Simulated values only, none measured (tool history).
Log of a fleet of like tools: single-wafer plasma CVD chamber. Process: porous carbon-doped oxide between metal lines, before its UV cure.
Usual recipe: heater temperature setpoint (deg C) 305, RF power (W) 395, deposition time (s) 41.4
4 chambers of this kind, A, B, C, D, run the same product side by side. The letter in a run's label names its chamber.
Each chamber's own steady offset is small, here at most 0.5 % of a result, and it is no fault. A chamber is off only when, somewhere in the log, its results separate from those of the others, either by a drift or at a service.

run   hour  heater temperature setpoint (deg C)  RF power (W)  deposition time (s)  hours since the last thermocouple change  hours since the last RF generator calibration  read-back reference wafer on the same gauge, thickness_nm  mean film thickness on the monitor wafer (nm)
 1A    8.3                                  305           395                 41.4                                       466                                          153.1                                                     173.02                                         182.04
 2D   13.9                                  305           395                 41.4                                    1833.3                                          118.8                                                     173.17                                         181.24
 3C   19.9                                  305           395                 41.4                                    1298.5                                          347.5                                                     173.13                                         180.91
 4B   28.2                                  305           395                 41.4                                     180.3                                          163.5                                                     173.14                                         181.61
 5A     36                                  305           395                 41.4                                     493.7                                          180.8                                                     173.18                                          182.2
 6D   42.7                                  305           395                 41.4                                    1862.1                                          147.6                                                     173.31                                         181.17
 7B   47.3                                  305           395                 41.4                                     199.4                                          182.6                                                     173.38                                         181.65
 8C   54.8                                  305           395                 41.4                                    1333.4                                          382.4                                                     173.38                                         180.81
 9D   62.2                                  305           395                 41.4                                    1881.6                                          167.1                                                     173.43                                         181.36
10B   68.5                                  305           395                 41.4                                     220.6                                          203.8                                                     173.41                                         181.48
11A   75.1                                  305           395                 41.4                                     532.8                                          219.9                                                     173.45                                         181.56
12C   78.8                                  305           395                 41.4                                    1357.4                                          406.4                                                     173.51                                          181.3
13D   83.7                                  305           395                 41.4                                    1903.1                                          188.6                                                     173.56                                         182.11
14C   87.5                                  305           395                 35.8                                    1366.1                                          415.1                                                     173.52                                         156.88
15B     93                                  305           395                 35.8                                     245.1                                          228.3                                                     173.57                                         157.66
16A   98.7                                  305           395                 35.8                                     556.4                                          243.5                                                     173.63                                         158.13
17B  106.6                                  305           395                 35.8                                     258.7                                          241.9                                                     173.61                                         157.28
18A  113.3                                  305           395                 41.4                                       571                                          258.1                                                     173.69                                         182.67
19C  117.5                                  305           395                 41.4                                    1396.1                                          445.1                                                     173.74                                         181.54
20D  123.5                                  305           395                 41.4                                    1942.9                                          228.4                                                     173.82                                         182.06
21D  129.4                                  305           395                 41.4                                    1948.8                                          234.3                                                     173.82                                          181.9
22B  134.3                                  305           395                 41.4                                     286.4                                          269.6                                                     173.79                                         181.82
23C  140.4                                  305           395                 41.4                                      1419                                            468                                                     173.86                                          181.4
24A    146                                  305           395                 41.4                                     603.7                                          290.8                                                     173.97                                          182.6
25B  150.4                                  291           395                 41.4                                     302.5                                          285.7                                                     173.93                                         197.28
26A  158.6                                  291           395                 41.4                                     616.3                                          303.4                                                     173.97                                         197.75
27C  163.6                                  291           395                 41.4                                    1442.2                                          491.2                                                        174                                          197.1
28D  171.7                                  291           395                 41.4                                    1991.1                                          276.6                                                     174.06                                         197.81
29C  179.5                                  305           395                 41.4                                    1458.1                                          507.1                                                     174.14                                         181.45
30D  183.8                                  305           395                 41.4                                    2003.2                                          288.7                                                      174.2                                         181.64
31A  188.1                                  305           395                 41.4                                     645.8                                          332.9                                                     174.15                                         182.77

All 4 chambers run these settings next. Forecast each chamber's results:
32A  194.1                                  305           435                 41.4                                                                                                                                                                                                  ?
32B  194.1                                  305           435                 41.4                                                                                                                                                                                                  ?
32C  194.1                                  305           435                 41.4                                                                                                                                                                                                  ?
32D  194.1                                  305           435                 41.4                                                                                                                                                                                                  ?

run  mean film thickness on the monitor wafer (nm)
32A                                          197.7
32B                                         196.57
32C                                         196.53
32D                                         196.58

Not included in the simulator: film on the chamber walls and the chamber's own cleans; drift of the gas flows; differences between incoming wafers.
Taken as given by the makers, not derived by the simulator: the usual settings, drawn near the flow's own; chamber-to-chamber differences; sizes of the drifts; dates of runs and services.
